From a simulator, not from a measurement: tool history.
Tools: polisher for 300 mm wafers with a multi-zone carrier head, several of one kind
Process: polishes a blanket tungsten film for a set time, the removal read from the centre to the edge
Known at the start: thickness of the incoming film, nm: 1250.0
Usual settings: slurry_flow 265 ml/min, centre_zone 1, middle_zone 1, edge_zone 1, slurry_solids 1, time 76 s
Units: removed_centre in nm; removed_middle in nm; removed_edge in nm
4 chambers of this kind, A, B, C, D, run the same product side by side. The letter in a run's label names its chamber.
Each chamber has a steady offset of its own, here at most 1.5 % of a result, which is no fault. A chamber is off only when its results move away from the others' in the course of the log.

{"run": "1A", "day": 0.225, "slurry_flow": 265, "centre_zone": 1, "middle_zone": 1, "edge_zone": 1, "slurry_solids": 1, "time": 76, "removed_centre": 281.42, "removed_middle": 280.87, "removed_edge": 280.39}
{"day": 0.279, "done": "chamber C: worn pad replaced by a new one"}
{"run": "2D", "day": 0.417, "slurry_flow": 265, "centre_zone": 1, "middle_zone": 1, "edge_zone": 1, "slurry_solids": 1, "time": 76, "removed_centre": 281.21, "removed_middle": 283.08, "removed_edge": 287.83}
{"run": "3C", "day": 0.538, "slurry_flow": 265, "centre_zone": 1, "middle_zone": 1, "edge_zone": 1, "slurry_solids": 1, "time": 76, "removed_centre": 281.65, "removed_middle": 281.7, "removed_edge": 275.48}
{"day": 0.638, "done": "chamber B: worn pad replaced by a new one"}
{"run": "4B", "day": 0.696, "slurry_flow": 265, "centre_zone": 1, "middle_zone": 1, "edge_zone": 1, "slurry_solids": 1, "time": 76, "removed_centre": 280.79, "removed_middle": 277.97, "removed_edge": 285.89}
{"run": "5B", "day": 0.858, "slurry_flow": 265, "centre_zone": 1, "middle_zone": 1, "edge_zone": 1, "slurry_solids": 1, "time": 76, "removed_centre": 279.76, "removed_middle": 275.99, "removed_edge": 278.27}
{"run": "6D", "day": 0.967, "slurry_flow": 265, "centre_zone": 1, "middle_zone": 1, "edge_zone": 1, "slurry_solids": 1, "time": 76, "removed_centre": 282.19, "removed_middle": 283.53, "removed_edge": 289.01}
{"run": "7A", "day": 1.196, "slurry_flow": 265, "centre_zone": 1, "middle_zone": 1, "edge_zone": 1, "slurry_solids": 1, "time": 76, "removed_centre": 276.49, "removed_middle": 283.26, "removed_edge": 280.8}
{"day": 1.258, "done": "chamber C: slurry nozzle cleaned"}
{"run": "8C", "day": 1.333, "slurry_flow": 265, "centre_zone": 1, "middle_zone": 1, "edge_zone": 1, "slurry_solids": 1, "time": 76, "removed_centre": 279.3, "removed_middle": 285.95, "removed_edge": 287.77}
{"run": "9B", "day": 1.483, "slurry_flow": 265, "centre_zone": 1, "middle_zone": 1, "edge_zone": 1, "slurry_solids": 1, "time": 76, "removed_centre": 277.36, "removed_middle": 279.28, "removed_edge": 281.31}
{"run": "10C", "day": 1.7, "slurry_flow": 265, "centre_zone": 1, "middle_zone": 1, "edge_zone": 1, "slurry_solids": 1, "time": 76, "removed_centre": 281.86, "removed_middle": 281.62, "removed_edge": 278.64}
{"run": "11D", "day": 1.871, "slurry_flow": 265, "centre_zone": 1, "middle_zone": 1, "edge_zone": 1, "slurry_solids": 1, "time": 76, "removed_centre": 282.44, "removed_middle": 283.91, "removed_edge": 287.18}
{"run": "12A", "day": 2.054, "slurry_flow": 265, "centre_zone": 1, "middle_zone": 1, "edge_zone": 1, "slurry_solids": 1, "time": 76, "removed_centre": 274.61, "removed_middle": 275.53, "removed_edge": 280.75}
{"run": "13C", "day": 2.229, "slurry_flow": 265, "centre_zone": 1, "middle_zone": 1, "edge_zone": 1, "slurry_solids": 1, "time": 76, "removed_centre": 280.57, "removed_middle": 281.64, "removed_edge": 272.82}
{"run": "14A", "day": 2.338, "slurry_flow": 265, "centre_zone": 1, "middle_zone": 1, "edge_zone": 1, "slurry_solids": 1, "time": 76, "removed_centre": 280.1, "removed_middle": 278.82, "removed_edge": 279.28}
{"run": "15B", "day": 2.467, "slurry_flow": 265, "centre_zone": 1, "middle_zone": 1, "edge_zone": 1, "slurry_solids": 1, "time": 76, "removed_centre": 280.08, "removed_middle": 281.18, "removed_edge": 286.24}
{"run": "16D", "day": 2.612, "slurry_flow": 265, "centre_zone": 1, "middle_zone": 1, "edge_zone": 1, "slurry_solids": 1, "time": 76, "removed_centre": 283.86, "removed_middle": 282.07, "removed_edge": 288.41}
{"run": "17C", "day": 2.804, "slurry_flow": 265, "centre_zone": 1, "middle_zone": 1, "edge_zone": 1, "slurry_solids": 1, "time": 76, "removed_centre": 280.63, "removed_middle": 283.13, "removed_edge": 279.49}
{"run": "18A", "day": 2.921, "slurry_flow": 265, "centre_zone": 1, "middle_zone": 1, "edge_zone": 1, "slurry_solids": 1, "time": 76, "removed_centre": 275.86, "removed_middle": 277.74, "removed_edge": 284.65}
{"run": "19B", "day": 3.104, "slurry_flow": 265, "centre_zone": 1, "middle_zone": 1, "edge_zone": 1, "slurry_solids": 1, "time": 76, "removed_centre": 278.58, "removed_middle": 278.98, "removed_edge": 284.55}
{"day": 3.292, "done": "chamber A: worn pad replaced by a new one"}
{"run": "20D", "day": 3.296, "slurry_flow": 265, "centre_zone": 1, "middle_zone": 1, "edge_zone": 1, "slurry_solids": 1, "time": 76, "removed_centre": 281.69, "removed_middle": 280.62, "removed_edge": 284.29}
{"run": "21D", "day": 3.45, "slurry_flow": 265, "centre_zone": 0.95, "middle_zone": 1, "edge_zone": 1, "slurry_solids": 1, "time": 76, "removed_centre": 268.42, "removed_middle": 282.55, "removed_edge": 281.13}
{"run": "22C", "day": 3.6, "slurry_flow": 265, "centre_zone": 0.95, "middle_zone": 1, "edge_zone": 1, "slurry_solids": 1, "time": 76, "removed_centre": 265.99, "removed_middle": 281.4, "removed_edge": 279.51}
{"run": "23B", "day": 3.788, "slurry_flow": 265, "centre_zone": 0.95, "middle_zone": 1, "edge_zone": 1, "slurry_solids": 1, "time": 76, "removed_centre": 263.69, "removed_middle": 279.07, "removed_edge": 280.94}
{"run": "24A", "day": 3.896, "slurry_flow": 265, "centre_zone": 0.95, "middle_zone": 1, "edge_zone": 1, "slurry_solids": 1, "time": 76, "removed_centre": 259.34, "removed_middle": 276.72, "removed_edge": 282.31}
{"day": 3.967, "done": "chamber B: worn pad replaced by a new one"}
{"run": "25A", "day": 4.046, "slurry_flow": 265, "centre_zone": 1, "middle_zone": 1, "edge_zone": 1, "slurry_solids": 1, "time": 76, "removed_centre": 266.85, "removed_middle": 276.24, "removed_edge": 274.96}
{"run": "26B", "day": 4.162, "slurry_flow": 265, "centre_zone": 1, "middle_zone": 1, "edge_zone": 1, "slurry_solids": 1, "time": 76, "removed_centre": 278.88, "removed_middle": 282.73, "removed_edge": 278.37}
{"run": "27C", "day": 4.325, "slurry_flow": 265, "centre_zone": 1, "middle_zone": 1, "edge_zone": 1, "slurry_solids": 1, "time": 76, "removed_centre": 279.61, "removed_middle": 282.21, "removed_edge": 280.28}
{"run": "28D", "day": 4.517, "slurry_flow": 265, "centre_zone": 1, "middle_zone": 1, "edge_zone": 1, "slurry_solids": 1, "time": 76, "removed_centre": 283.18, "removed_middle": 284.81, "removed_edge": 280.9}
{"run": "29D", "day": 4.688, "slurry_flow": 265, "centre_zone": 1, "middle_zone": 1, "edge_zone": 1, "slurry_solids": 1, "time": 76, "removed_centre": 283.71, "removed_middle": 284.78, "removed_edge": 288.19}
{"run": "30B", "day": 4.867, "slurry_flow": 265, "centre_zone": 1, "middle_zone": 1, "edge_zone": 1, "slurry_solids": 1, "time": 76, "removed_centre": 278.58, "removed_middle": 281.47, "removed_edge": 281.47}
{"run": "31A", "day": 4.971, "slurry_flow": 265, "centre_zone": 1, "middle_zone": 1, "edge_zone": 0.9, "slurry_solids": 1, "time": 76, "removed_centre": 269.22, "removed_middle": 271.74, "removed_edge": 261.05}
{"run": "32C", "day": 5.154, "slurry_flow": 265, "centre_zone": 1, "middle_zone": 1, "edge_zone": 0.9, "slurry_solids": 1, "time": 76, "removed_centre": 281.5, "removed_middle": 282.14, "removed_edge": 271.36}
{"run": "33D", "day": 5.35, "slurry_flow": 265, "centre_zone": 1, "middle_zone": 1, "edge_zone": 0.9, "slurry_solids": 1, "time": 76, "removed_centre": 287.71, "removed_middle": 283.32, "removed_edge": 273.31}
{"day": 5.417, "done": "chamber D: centre zone pressure recalibrated"}
{"run": "34A", "day": 5.496, "slurry_flow": 265, "centre_zone": 1, "middle_zone": 1, "edge_zone": 0.9, "slurry_solids": 1, "time": 76, "removed_centre": 266.44, "removed_middle": 268.26, "removed_edge": 263.72}
{"run": "35B", "day": 5.642, "slurry_flow": 265, "centre_zone": 1, "middle_zone": 1, "edge_zone": 1, "slurry_solids": 1, "time": 76, "removed_centre": 280.38, "removed_middle": 275.49, "removed_edge": 284.72}
{"run": "36C", "day": 5.854, "slurry_flow": 265, "centre_zone": 1, "middle_zone": 1, "edge_zone": 1, "slurry_solids": 0.75, "time": 76, "removed_centre": 261.83, "removed_middle": 263.17, "removed_edge": 265.08}
{"run": "37C", "day": 6.071, "slurry_flow": 265, "centre_zone": 1, "middle_zone": 1, "edge_zone": 1, "slurry_solids": 0.75, "time": 76, "removed_centre": 263.78, "removed_middle": 263.79, "removed_edge": 264.07}
{"run": "38A", "day": 6.192, "slurry_flow": 265, "centre_zone": 1, "middle_zone": 1, "edge_zone": 1, "slurry_solids": 0.75, "time": 76, "removed_centre": 249.87, "removed_middle": 252.27, "removed_edge": 256.43}
{"run": "39D", "day": 6.3, "slurry_flow": 265, "centre_zone": 1, "middle_zone": 1, "edge_zone": 1, "slurry_solids": 0.75, "time": 76, "removed_centre": 265.15, "removed_middle": 266.27, "removed_edge": 266.68}
{"run": "40B", "day": 6.404, "slurry_flow": 265, "centre_zone": 1, "middle_zone": 1, "edge_zone": 1, "slurry_solids": 1, "time": 76, "removed_centre": 280.07, "removed_middle": 278.55, "removed_edge": 281.52}
{"run": "41D", "day": 6.55, "slurry_flow": 265, "centre_zone": 1, "middle_zone": 1, "edge_zone": 1, "slurry_solids": 1, "time": 76, "removed_centre": 279.77, "removed_middle": 281.75, "removed_edge": 275.49}
{"run": "42A", "day": 6.75, "slurry_flow": 265, "centre_zone": 1, "middle_zone": 1, "edge_zone": 1, "slurry_solids": 1, "time": 76, "removed_centre": 263.28, "removed_middle": 263.38, "removed_edge": 265.9}

Next, every chamber runs the same settings. What will each give?
{"run": "43A", "day": 6.917, "slurry_flow": 265, "centre_zone": 1, "middle_zone": 1, "edge_zone": 1, "slurry_solids": 0.9, "time": 76, "removed_centre": "?", "removed_middle": "?", "removed_edge": "?"}
{"run": "43B", "day": 6.917, "slurry_flow": 265, "centre_zone": 1, "middle_zone": 1, "edge_zone": 1, "slurry_solids": 0.9, "time": 76, "removed_centre": "?", "removed_middle": "?", "removed_edge": "?"}
{"run": "43C", "day": 6.917, "slurry_flow": 265, "centre_zone": 1, "middle_zone": 1, "edge_zone": 1, "slurry_solids": 0.9, "time": 76, "removed_centre": "?", "removed_middle": "?", "removed_edge": "?"}
{"run": "43D", "day": 6.917, "slurry_flow": 265, "centre_zone": 1, "middle_zone": 1, "edge_zone": 1, "slurry_solids": 0.9, "time": 76, "removed_centre": "?", "removed_middle": "?", "removed_edge": "?"}

run=43A removed_centre=259.99 removed_middle=257.44 removed_edge=264.93
run=43B removed_centre=275.72 removed_middle=269.87 removed_edge=284.08
run=43C removed_centre=271.39 removed_middle=275.29 removed_edge=275.68
run=43D removed_centre=273.35 removed_middle=274.19 removed_edge=282.64

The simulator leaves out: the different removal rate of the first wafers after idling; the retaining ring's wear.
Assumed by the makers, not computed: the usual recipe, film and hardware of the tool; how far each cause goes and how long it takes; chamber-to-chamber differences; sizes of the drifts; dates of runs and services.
